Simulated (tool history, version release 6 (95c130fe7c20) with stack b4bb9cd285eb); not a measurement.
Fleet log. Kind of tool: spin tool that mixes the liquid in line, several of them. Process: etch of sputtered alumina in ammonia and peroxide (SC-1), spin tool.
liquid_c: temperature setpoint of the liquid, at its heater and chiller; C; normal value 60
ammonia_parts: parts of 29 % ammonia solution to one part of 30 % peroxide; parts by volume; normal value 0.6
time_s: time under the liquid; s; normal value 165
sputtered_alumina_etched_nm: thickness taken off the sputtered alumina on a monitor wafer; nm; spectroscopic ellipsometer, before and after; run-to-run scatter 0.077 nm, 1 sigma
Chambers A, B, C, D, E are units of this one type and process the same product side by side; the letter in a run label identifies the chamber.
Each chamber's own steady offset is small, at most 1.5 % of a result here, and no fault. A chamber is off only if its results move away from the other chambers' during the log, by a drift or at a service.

run   hour  liquid_c  ammonia_parts  time_s  read-back film thickness of the sputtered alumina reference wafer, read on the same gauge (nm)  sputtered_alumina_etched_nm
 1D    4.2        60            0.6     165                                                                                          40.007                       8.2827
 2B    8.6        60            0.6     165                                                                                          40.027                       8.2692
 3C   11.4        60            0.6     165                                                                                          39.982                       8.1577
 4A   15.7        60            0.6     165                                                                                          40.016                       8.3903
 5E   19.6        60            0.6     165                                                                                          39.988                       8.1107
 6A   24.1        66            0.6     235                                                                                          39.994                       15.878
 7E   29.7        66            0.6     235                                                                                          39.986                       15.576
 8C     33        66            0.6     235                                                                                           39.98                       15.848
 9B   35.7        66            0.6     235                                                                                          40.014                       15.796
      39.5  -- chamber B: thermometer replaced
10D   41.3        66            0.6     235                                                                                          39.991                       16.097
        44  -- chamber E: new drum of ammonia solution connected
11C   47.5        60            0.6     165                                                                                          40.003                       8.0043
12D   51.8        60            0.6     165                                                                                              40                         8.37
13E   55.9        60            0.7     110                                                                                          40.024                       5.5489
14A   61.8        60            0.7     110                                                                                           39.98                       5.6503
      65.6  -- chamber C: new drum of ammonia solution connected
15B   67.4        60            0.7     110                                                                                          39.991                       5.5293
16B   72.3        60            0.7     110                                                                                          40.052                       5.5492
17C   77.7        60            0.7     110                                                                                           39.97                       5.3448
18A   83.2        60            0.6     165                                                                                          39.959                       8.3146
19D   88.9        60            0.6     165                                                                                          40.015                       8.3284
20E   92.8        60            0.6     165                                                                                          39.997                        8.048
21E   95.7        60           0.35     250                                                                                          39.976                       11.826
22D    100        60           0.35     250                                                                                          40.018                       11.726
     101.4  -- chamber B: new drum of ammonia solution connected
23C  103.6        60           0.35     250                                                                                          40.007                       11.015
24B  108.1        60           0.35     250                                                                                          39.973                       12.007
25A    114        60           0.35     250                                                                                          40.023                       11.946
26B  119.2        60            0.6     165                                                                                          39.982                        8.201
     121.2  -- chamber D: ammonia flow meter replaced
27A  124.5        60            0.6     165                                                                                          40.024                       8.4077
28E  127.6        60            0.6     165                                                                                          39.991                       8.2066
29C  130.9        60            0.6     165                                                                                          39.954                       7.6174
30D  136.3        60            0.6     165                                                                                           39.98                       8.3011
31D    139        60            0.6     165                                                                                          39.963                       8.3905
32E  144.1        60            0.6     165                                                                                          40.007                       8.1845
33C  148.7        60            0.6     165                                                                                           39.99                       7.4592
34A  153.4        60            0.6     165                                                                                          39.968                        8.233
35B  156.8        60            0.6     165                                                                                          39.981                       8.3113
     161.8  -- chamber A: new drum of ammonia solution connected
36E  162.9        60            0.6     165                                                                                           39.98                       8.2303
     164.8  -- chamber D: new drum of ammonia solution connected
37D  168.5        60            0.6     165                                                                                          39.986                       8.3933
38C  173.1        60            0.6     165                                                                                          39.972                       7.2893
39B  175.8        60            0.6     165                                                                                          39.975                       8.2871
40A    180        60            0.6     165                                                                                              40                       8.2594
41D  185.8        60            0.4     250                                                                                          40.033                       12.128
     187.2  -- chamber E: thermometer replaced
42E  189.3        60            0.4     250                                                                                          40.037                       11.829
43B  192.7        60            0.4     250                                                                                          40.003                       12.278
44C  196.2        60            0.4     250                                                                                          39.998                       10.621

Predict what each chamber gives when all 5 of them run the settings below next.
45A  200.6        60            0.6     230                                                                                                                            ?
45B  200.6        60            0.6     230                                                                                                                            ?
45C  200.6        60            0.6     230                                                                                                                            ?
45D  200.6        60            0.6     230                                                                                                                            ?
45E  200.6        60            0.6     230                                                                                                                            ?

run  sputtered_alumina_etched_nm
45A                        11.48
45B                       11.538
45C                        10.12
45D                        11.57
45E                       11.399
